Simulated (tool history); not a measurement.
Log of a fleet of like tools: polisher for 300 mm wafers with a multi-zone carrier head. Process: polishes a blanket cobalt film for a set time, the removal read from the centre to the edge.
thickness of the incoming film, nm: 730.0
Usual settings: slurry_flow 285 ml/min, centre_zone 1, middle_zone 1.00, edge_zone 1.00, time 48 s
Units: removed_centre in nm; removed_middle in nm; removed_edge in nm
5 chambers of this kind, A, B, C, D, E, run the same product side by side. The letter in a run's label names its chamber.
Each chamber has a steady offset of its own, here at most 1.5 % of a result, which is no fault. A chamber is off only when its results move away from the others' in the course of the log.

run,hour,slurry_flow,centre_zone,middle_zone,edge_zone,time,removed_centre,removed_middle,removed_edge
1E,4.9,285,1,1.00,1.00,48,234.59,241.70,242.80
2B,12.5,285,1,1.00,1.00,48,240.64,235.74,244.20
3A,19.4,285,1,1.00,1.00,48,238.84,237.71,246.05
# hour 22.9: chamber C: worn pad replaced by a new one
4C,23.7,285,1,1.00,1.00,48,245.17,244.82,244.21
5D,29.6,285,1,1.00,1.00,48,247.38,243.32,246.00
# hour 31.3: chamber E: worn pad replaced by a new one
6B,37.0,285,1,1.00,1.00,48,239.52,233.96,240.08
# hour 37.8: chamber B: worn pad replaced by a new one
7D,44.5,285,1,1.00,1.00,48,240.87,242.32,239.93
8E,50.0,285,1,1.00,1.00,48,236.32,243.34,238.83
# hour 54.6: chamber A: worn pad replaced by a new one
9C,58.2,285,1,1.00,1.00,48,249.23,240.50,243.33
10A,64.6,285,1,1.00,1.00,48,240.59,246.45,241.71
11C,71.3,285,1,1.00,1.00,48,248.55,237.04,245.00
12E,79.9,285,1,1.00,1.00,48,235.57,243.40,244.51
13D,86.9,285,1,1.00,1.00,48,244.76,234.24,239.21
14B,95.1,235,1,1.08,1.00,48,232.48,254.35,241.53
15A,103.9,235,1,1.08,1.00,48,236.07,252.86,237.72
16C,109.0,235,1,1.08,1.00,48,240.60,252.92,231.03
17E,117.7,235,1,1.08,1.00,48,235.72,250.71,236.09
18A,122.0,235,1,1.08,1.00,48,237.91,252.61,242.69
19D,126.8,325,1,1.00,1.07,48,250.00,248.06,255.66
20B,135.1,325,1,1.00,1.07,48,241.15,244.63,252.51
21E,141.9,325,1,1.00,1.07,48,238.84,238.73,251.91
22A,146.8,325,1,1.00,1.07,48,242.62,235.66,255.25
23D,155.0,325,1,1.00,1.07,48,249.41,252.01,255.88
# hour 163.2: chamber C: worn pad replaced by a new one
24B,164.4,285,1,1.00,1.00,48,239.45,244.04,240.16
25C,173.2,285,1,1.00,1.00,48,243.95,237.50,242.59
# hour 173.6: chamber D: worn pad replaced by a new one
# hour 176.1: chamber B: worn pad replaced by a new one
# hour 181.3: chamber E: worn pad replaced by a new one
26C,182.1,285,1,1.00,1.00,48,243.54,236.77,241.40
# hour 182.5: chamber E: edge zone pressure recalibrated
27E,191.2,285,1,1.00,1.00,48,237.83,245.73,242.09
28A,198.8,285,1,1.00,1.00,48,240.76,238.89,240.99
# hour 199.7: chamber A: worn pad replaced by a new one
29D,203.6,285,1,1.00,1.00,48,245.78,236.66,240.89
30B,208.8,285,1,1.00,1.00,48,238.56,241.37,236.93
# hour 210.1: chamber B: edge zone pressure recalibrated
31B,214.6,285,1,1.00,1.00,48,242.96,239.10,244.30
32A,224.3,285,1,1.00,1.00,48,242.90,233.21,243.50
33D,231.4,285,1,1.00,1.00,48,250.58,241.80,238.28
34C,236.0,205,1,1.00,1.00,37,179.99,179.48,179.27
35E,243.2,205,1,1.00,1.00,37,179.89,175.34,183.11
36B,248.7,205,1,1.00,1.00,37,175.83,175.89,180.67
37C,253.6,205,1,1.00,1.00,37,181.00,175.55,178.43
38E,261.2,205,1,1.00,1.00,37,175.15,180.69,183.19
39A,267.8,285,1,1.00,1.00,48,241.52,237.57,238.86
40D,272.3,285,1,1.00,1.00,48,244.08,244.65,242.19
41D,277.6,285,1,1.00,1.00,48,245.62,238.68,241.36
42E,285.7,285,1,1.00,1.00,48,239.64,243.11,249.16
43A,294.8,285,1,1.00,1.00,48,240.77,234.76,241.57

All 5 chambers run these settings next. Forecast each chamber's results:
44A,301.8,355,1,1.00,1.00,48,?,?,?
44B,301.8,355,1,1.00,1.00,48,?,?,?
44C,301.8,355,1,1.00,1.00,48,?,?,?
44D,301.8,355,1,1.00,1.00,48,?,?,?
44E,301.8,355,1,1.00,1.00,48,?,?,?

run,removed_centre,removed_middle,removed_edge
44A,246.47,247.59,245.05
44B,247.70,243.15,245.74
44C,245.74,247.43,248.27
44D,255.23,247.52,246.76
44E,242.81,246.24,248.11
